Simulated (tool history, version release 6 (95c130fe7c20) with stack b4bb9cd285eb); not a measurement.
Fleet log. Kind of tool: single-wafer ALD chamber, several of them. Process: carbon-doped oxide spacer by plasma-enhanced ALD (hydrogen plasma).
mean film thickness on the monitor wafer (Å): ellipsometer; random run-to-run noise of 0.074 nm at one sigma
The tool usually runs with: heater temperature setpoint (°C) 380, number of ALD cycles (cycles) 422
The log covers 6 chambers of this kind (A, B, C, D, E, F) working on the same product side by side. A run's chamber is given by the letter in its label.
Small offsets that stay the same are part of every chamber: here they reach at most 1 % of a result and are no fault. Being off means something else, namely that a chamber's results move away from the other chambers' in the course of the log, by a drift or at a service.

run,day,heater temperature setpoint (°C),number of ALD cycles (cycles),hours since the last thermocouple change,"read-back reference wafer on the same gauge, thickness_nm",mean film thickness on the monitor wafer (Å)
1F,0.442,380,422,2347.7,23.409,210.13
2C,1.021,380,422,1051.8,23.394,209.61
3D,1.621,380,422,1337.4,23.422,209.45
4B,2.079,380,422,1937.9,23.399,210.70
# day 2.262: chamber F: thermocouple changed; heater temperature recalibrated
5A,2.542,380,422,442.5,23.381,209.66
6E,2.933,380,422,1239.5,23.384,212.95
7E,3.342,380,422,1249.3,23.408,211.82
8D,3.829,380,422,1390.4,23.397,209.95
9A,4.275,380,422,484.1,23.395,210.02
10C,4.554,380,422,1136.6,23.407,209.89
11B,5.062,391,490,2009.5,23.402,245.04
12F,5.625,391,490,80.8,23.405,242.98
13E,5.938,391,490,1311.6,23.398,247.52
14A,6.383,391,490,534.7,23.379,242.94
15C,6.896,391,490,1192.8,23.400,245.11
16F,7.321,391,490,121.5,23.412,243.84
17D,7.912,380,422,1488.4,23.391,210.00
18B,8.338,380,422,2088.1,23.381,209.91
19E,8.733,366,501,1378.7,23.396,251.22
20A,9.042,366,501,598.5,23.408,248.04
21F,9.421,366,501,171.9,23.417,249.97
22D,9.875,366,501,1535.5,23.415,249.32
23B,10.346,366,501,2136.3,23.406,249.35
24C,10.729,366,501,1284.8,23.415,248.30
25C,11.008,380,422,1291.5,23.405,209.16
26B,11.479,380,422,2163.5,23.402,210.93
27A,11.788,380,422,664.4,23.408,208.80
28E,12.229,380,422,1462.6,23.402,212.72
29F,12.675,373,422,250.0,23.411,209.35
30D,13.221,373,422,1615.8,23.379,209.47
31F,13.638,373,422,273.1,23.404,209.67
32B,14.238,373,422,2229.7,23.373,209.66
33D,14.512,373,422,1646.8,23.392,210.30
34A,15.088,373,422,743.6,23.409,209.83
35C,15.521,380,422,1399.8,23.378,212.22
36E,16.125,380,422,1556.1,23.407,212.45
37D,16.442,380,422,1693.1,23.401,209.09

All 6 chambers run these settings next. Forecast each chamber's results:
38A,16.879,380,382,,,?
38B,16.879,380,382,,,?
38C,16.879,380,382,,,?
38D,16.879,380,382,,,?
38E,16.879,380,382,,,?
38F,16.879,380,382,,,?

run,mean film thickness on the monitor wafer (Å)
38A,189.89
38B,190.05
38C,190.26
38D,190.21
38E,192.71
38F,190.15
